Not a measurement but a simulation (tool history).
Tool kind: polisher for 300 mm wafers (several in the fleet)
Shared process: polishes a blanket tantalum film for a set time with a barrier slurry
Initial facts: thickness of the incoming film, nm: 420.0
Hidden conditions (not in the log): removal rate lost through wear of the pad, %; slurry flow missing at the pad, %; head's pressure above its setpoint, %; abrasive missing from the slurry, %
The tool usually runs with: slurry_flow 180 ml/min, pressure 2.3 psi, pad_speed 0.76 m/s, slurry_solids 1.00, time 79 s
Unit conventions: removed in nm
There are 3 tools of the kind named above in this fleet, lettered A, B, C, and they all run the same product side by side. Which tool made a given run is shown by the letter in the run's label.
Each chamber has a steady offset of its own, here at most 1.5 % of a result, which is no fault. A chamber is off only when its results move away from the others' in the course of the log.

run,hour,slurry_flow,pressure,pad_speed,slurry_solids,time,wafers polished on this pad,hours since the slurry nozzle was cleaned,hours since the head pressure was calibrated,hours since the slurry blender was calibrated,removed
1C,6.5,180,2.3,0.76,1.00,79,959,39.2,282.6,366.5,127.69
2A,14.0,180,2.3,0.76,1.00,79,835,131.4,268.1,116.1,125.77
# hour 18.1: chamber C: worn pad replaced by a new one
3B,22.2,180,2.3,0.76,1.00,79,884,30.6,646.3,238.4,128.04
4C,27.4,180,2.3,0.76,1.00,79,123,60.1,303.5,387.4,127.48
5A,34.5,180,2.3,0.76,1.00,79,1106,151.9,288.6,136.6,125.96
6B,40.9,180,2.3,0.76,1.00,79,1131,49.3,665.0,257.1,128.43
# hour 41.2: chamber A: worn pad replaced by a new one
# hour 43.9: chamber C: slurry blender recalibrated
7C,46.2,180,1.9,0.76,1.00,101,372,78.9,322.3,2.4,135.18
# hour 46.9: chamber B: worn pad replaced by a new one
8B,52.5,180,1.9,0.76,1.00,101,74,60.9,676.6,268.7,136.14
9A,58.7,180,1.9,0.76,1.00,101,232,176.1,312.8,160.8,134.04
10B,65.8,180,2.3,0.76,1.00,79,250,74.2,689.9,282.0,128.08
11A,73.5,180,2.3,0.76,1.00,79,427,190.9,327.6,175.6,125.50
12C,80.8,180,2.3,0.76,1.00,79,829,113.5,356.9,37.0,128.43
# hour 82.6: chamber A: head pressure recalibrated
13A,85.7,180,2.3,0.76,1.00,79,588,203.1,3.1,187.8,125.69
14C,91.5,180,2.3,0.76,1.00,79,970,124.2,367.6,47.7,128.63
15B,98.2,180,2.3,0.76,0.75,79,678,106.6,722.3,314.4,116.64
16B,107.9,180,2.3,0.76,0.75,79,806,116.3,732.0,324.1,116.07
17C,114.2,180,2.3,0.76,0.75,79,1270,146.9,390.3,70.4,118.16
# hour 114.4: chamber C: worn pad replaced by a new one
18A,121.0,120,2.3,0.76,1.00,79,1054,238.4,38.4,223.1,116.44
# hour 121.7: chamber B: slurry blender recalibrated
19A,129.4,120,2.3,0.76,1.00,79,1165,246.8,46.8,231.5,116.12
20B,137.2,120,2.3,0.76,1.00,79,1193,145.6,761.3,15.6,121.48
# hour 139.2: chamber B: worn pad replaced by a new one
# hour 141.9: chamber A: worn pad replaced by a new one
21C,146.3,180,2.3,0.76,1.00,79,422,179.0,422.4,102.5,127.39
22C,153.0,180,2.3,0.76,1.00,79,510,185.7,429.1,109.2,129.27
23B,161.8,180,2.3,0.76,1.00,79,299,170.2,785.9,40.2,129.68
24A,170.2,240,2.3,0.76,1.00,61,373,287.6,87.6,272.3,101.83
25C,176.8,240,2.3,0.76,1.00,61,824,209.5,452.9,133.0,101.95
26B,182.9,240,2.3,0.76,1.00,61,577,191.3,807.0,61.3,104.21
27A,190.3,180,2.3,0.76,1.00,79,639,307.7,107.7,292.4,127.10
# hour 191.4: chamber C: worn pad replaced by a new one
28C,195.0,180,2.3,0.76,1.00,79,48,227.7,471.1,151.2,128.02
29B,204.2,180,2.3,0.76,1.00,79,859,212.6,828.3,82.6,129.32
# hour 208.4: chamber C: slurry nozzle cleaned
30A,211.2,180,2.3,0.76,1.00,79,915,328.6,128.6,313.3,125.45
31A,217.4,180,2.3,0.76,1.00,79,997,334.8,134.8,319.5,126.21
32B,227.1,180,2.3,0.76,1.00,79,1161,235.5,851.2,105.5,127.26
# hour 230.0: chamber B: worn pad replaced by a new one
33C,235.6,180,2.3,0.76,1.00,79,584,27.3,511.7,191.8,126.81
34C,240.9,180,2.3,0.76,1.00,79,654,32.6,517.0,197.1,128.34
# hour 246.4: chamber A: worn pad replaced by a new one
35B,249.7,180,2.9,0.76,1.00,92,260,258.1,873.8,128.1,191.03
36A,259.3,180,2.9,0.76,1.00,92,171,376.7,176.7,361.4,184.55
37A,265.4,180,2.9,0.76,1.00,92,251,382.8,182.8,367.5,184.20
38B,271.2,180,2.3,0.76,1.00,79,544,279.6,895.3,149.6,129.04

Read the log: is a single chamber off, either drifting away or since a service, is the gauge that measures every chamber drifting, or is nothing wrong beyond small per-chamber offsets? Name any odd chamber and what most likely caused it.

The fleet is healthy, with each chamber sitting at its usual small offset and no drift in the gauge.

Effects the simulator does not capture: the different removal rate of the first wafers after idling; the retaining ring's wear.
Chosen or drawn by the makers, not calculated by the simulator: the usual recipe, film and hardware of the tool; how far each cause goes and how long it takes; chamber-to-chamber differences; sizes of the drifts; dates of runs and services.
